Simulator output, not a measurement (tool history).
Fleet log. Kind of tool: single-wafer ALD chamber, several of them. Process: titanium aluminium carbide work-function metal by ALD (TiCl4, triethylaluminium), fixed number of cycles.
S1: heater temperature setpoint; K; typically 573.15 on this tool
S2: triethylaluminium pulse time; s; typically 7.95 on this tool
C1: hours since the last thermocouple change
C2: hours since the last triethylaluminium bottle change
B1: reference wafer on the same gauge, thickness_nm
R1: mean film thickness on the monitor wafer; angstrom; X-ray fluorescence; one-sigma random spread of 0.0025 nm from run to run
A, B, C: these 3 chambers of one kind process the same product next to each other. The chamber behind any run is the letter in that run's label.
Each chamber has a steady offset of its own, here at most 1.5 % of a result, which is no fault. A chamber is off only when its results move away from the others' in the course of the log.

| run | hour | S1 | S2 | C1 | C2 | B1 | R1 |
|---|---|---|---|---|---|---|---|
| 1C | 6.2 | 573.15 | 7.95 | 2255.6 | 498.0 | 1.6501 | 19.607 |
| 2A | 10.7 | 573.15 | 7.95 | 990.0 | 751.6 | 1.6505 | 19.274 |
| 3B | 15.6 | 573.15 | 7.95 | 1923.7 | 507.7 | 1.6507 | 19.391 |
| 4B | 20.6 | 573.15 | 7.95 | 1928.7 | 512.7 | 1.6514 | 19.399 |
| 5C | 24.6 | 573.15 | 7.95 | 2274.0 | 516.4 | 1.6508 | 19.656 |
| 6A | 30.0 | 573.15 | 7.95 | 1009.3 | 770.9 | 1.6510 | 19.310 |
| 7A | 34.9 | 562.15 | 10.77 | 1014.2 | 775.8 | 1.6518 | 19.191 |
| 8B | 38.4 | 562.15 | 10.77 | 1946.5 | 530.5 | 1.6518 | 19.272 |
| 9C | 43.2 | 562.15 | 10.77 | 2292.6 | 535.0 | 1.6515 | 19.511 |
| 10C | 50.0 | 573.15 | 7.95 | 2299.4 | 541.8 | 1.6522 | 19.665 |
| 11A | 54.2 | 573.15 | 7.95 | 1033.5 | 795.1 | 1.6527 | 19.350 |
| 12B | 57.9 | 584.15 | 7.95 | 1966.0 | 550.0 | 1.6526 | 20.299 |
| 13A | 62.1 | 584.15 | 7.95 | 1041.4 | 803.0 | 1.6531 | 20.268 |
|  | 67.7 | chamber C: thermocouple changed; heater temperature recalibrated |
| 14C | 68.5 | 584.15 | 7.95 | 0.9 | 560.3 | 1.6529 | 20.586 |
| 15B | 71.7 | 573.15 | 7.95 | 1979.8 | 563.8 | 1.6531 | 19.405 |
| 16A | 77.9 | 573.15 | 7.95 | 1057.2 | 818.8 | 1.6532 | 19.305 |
| 17B | 81.2 | 561.15 | 7.95 | 1989.3 | 573.3 | 1.6542 | 18.438 |
| 18C | 86.6 | 561.15 | 7.95 | 19.0 | 578.4 | 1.6538 | 18.637 |
| 19B | 91.8 | 561.15 | 7.95 | 1999.9 | 583.9 | 1.6546 | 18.415 |
| 20A | 97.2 | 573.15 | 7.95 | 1076.5 | 838.1 | 1.6549 | 19.337 |
| 21C | 103.0 | 573.15 | 7.95 | 35.4 | 594.8 | 1.6552 | 19.684 |
| 22C | 108.8 | 573.15 | 7.95 | 41.2 | 600.6 | 1.6553 | 19.638 |
| 23B | 112.8 | 573.15 | 7.95 | 2020.9 | 604.9 | 1.6555 | 19.449 |
| 24A | 119.0 | 573.15 | 7.95 | 1098.3 | 859.9 | 1.6549 | 19.377 |
| 25A | 125.2 | 578.15 | 7.95 | 1104.5 | 866.1 | 1.6557 | 19.839 |
| 26C | 130.7 | 578.15 | 7.95 | 63.1 | 622.5 | 1.6564 | 20.103 |
| 27B | 134.8 | 578.15 | 7.95 | 2042.9 | 626.9 | 1.6564 | 19.866 |
| 28B | 138.7 | 573.15 | 7.95 | 2046.8 | 630.8 | 1.6566 | 19.475 |
| 29C | 142.2 | 573.15 | 7.95 | 74.6 | 634.0 | 1.6566 | 19.653 |
| 30A | 148.9 | 580.15 | 9.28 | 1128.2 | 889.8 | 1.6573 | 20.447 |
| 31C | 155.2 | 580.15 | 9.28 | 87.6 | 647.0 | 1.6576 | 20.794 |
| 32B | 162.1 | 580.15 | 9.28 | 2070.2 | 654.2 | 1.6580 | 20.580 |
| 33A | 168.0 | 573.15 | 7.95 | 1147.3 | 908.9 | 1.6578 | 19.369 |
| 34A | 172.8 | 573.15 | 7.95 | 1152.1 | 913.7 | 1.6585 | 19.364 |
| 35B | 176.9 | 573.15 | 7.95 | 2085.0 | 669.0 | 1.6580 | 19.492 |

Decide between three cases: one chamber stands off from its peers, the gauge reading all wafers drifts, or nothing is wrong past each chamber's small offset. Where a chamber is off, say which and what most likely put it there.

The gauge drifts, so all chambers seem to drift together. No chamber is off.
Most likely cause: gauge reads high (%) = 0.529.

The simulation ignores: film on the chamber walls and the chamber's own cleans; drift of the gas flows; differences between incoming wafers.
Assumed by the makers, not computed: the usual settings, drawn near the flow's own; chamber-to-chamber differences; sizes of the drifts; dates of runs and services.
